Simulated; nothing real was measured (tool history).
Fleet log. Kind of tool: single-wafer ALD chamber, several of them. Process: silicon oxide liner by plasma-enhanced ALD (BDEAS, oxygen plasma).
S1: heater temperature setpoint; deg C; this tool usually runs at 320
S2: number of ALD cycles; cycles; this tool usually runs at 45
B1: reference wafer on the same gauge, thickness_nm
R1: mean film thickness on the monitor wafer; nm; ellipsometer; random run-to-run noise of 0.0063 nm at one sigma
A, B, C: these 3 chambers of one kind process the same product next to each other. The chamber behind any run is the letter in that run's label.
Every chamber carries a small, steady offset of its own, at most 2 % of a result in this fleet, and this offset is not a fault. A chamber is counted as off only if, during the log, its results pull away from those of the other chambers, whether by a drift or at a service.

run	hour	S1	S2	B1	R1
1C	6.8	320	45	4.4396	4.0635
2A	13.7	320	45	4.44	4.0207
3B	22.9	320	45	4.441	3.9912
4A	30.2	320	45	4.4438	4.0189
5B	37.7	320	45	4.4427	4.0075
6C	45.7	320	45	4.4404	4.0701
7A	54.5	320	45	4.4432	4.0192
8B	66.8	320	45	4.4444	4.0064
9C	76.1	320	45	4.4443	4.0824
10B	89.6	320	45	4.4458	4.0039
11A	102.4	320	41	4.4459	3.6635
12C	113.8	320	41	4.4488	3.7211
13C	124.1	320	41	4.4484	3.7263
14B	138	320	45	4.4492	4.0034
15A	152.7	320	45	4.4505	4.026
16B	163.6	320	45	4.4504	4.0113
17C	171.9	320	45	4.4509	4.0915
18A	185.5	320	45	4.4524	4.0186
19C	196.2	320	45	4.4542	4.0762
20B	211.1	320	45	4.4534	4.0147
21A	219.5	330	40	4.4558	3.5333
22A	229.6	330	40	4.4534	3.5234
23B	242.1	330	40	4.4581	3.5169
24C	254.6	320	45	4.456	4.1036
25C	265.1	320	45	4.4561	4.0956
26A	277.2	320	45	4.4572	4.034
27B	288.8	320	45	4.4591	4.009
28A	303.1	320	45	4.4607	4.0341
29C	315.1	320	45	4.4609	4.0893
30B	323.4	334	45	4.4612	3.937
31B	331.9	334	45	4.4625	3.9306
32A	341.7	334	45	4.4625	3.9465
33C	354.1	320	45	4.4624	4.0851
34B	366.8	320	49	4.462	4.3703
# hour 380.9: chamber B: thermocouple changed; heater temperature recalibrated
35A	381.6	320	49	4.4636	4.394
# hour 386.9: chamber C: thermocouple changed; heater temperature recalibrated
36C	395.6	320	49	4.4635	4.4582
37C	402.5	320	45	4.4673	4.0832
38B	416	320	45	4.4654	4.0323
39A	426	320	45	4.468	4.0445

For the next run the whole fleet of 3 chambers uses the same settings. Give each chamber's results:
40A	436.7	320	39		?
40B	436.7	320	39		?
40C	436.7	320	39		?

run	R1
40A	3.5022
40B	3.4839
40C	3.5542

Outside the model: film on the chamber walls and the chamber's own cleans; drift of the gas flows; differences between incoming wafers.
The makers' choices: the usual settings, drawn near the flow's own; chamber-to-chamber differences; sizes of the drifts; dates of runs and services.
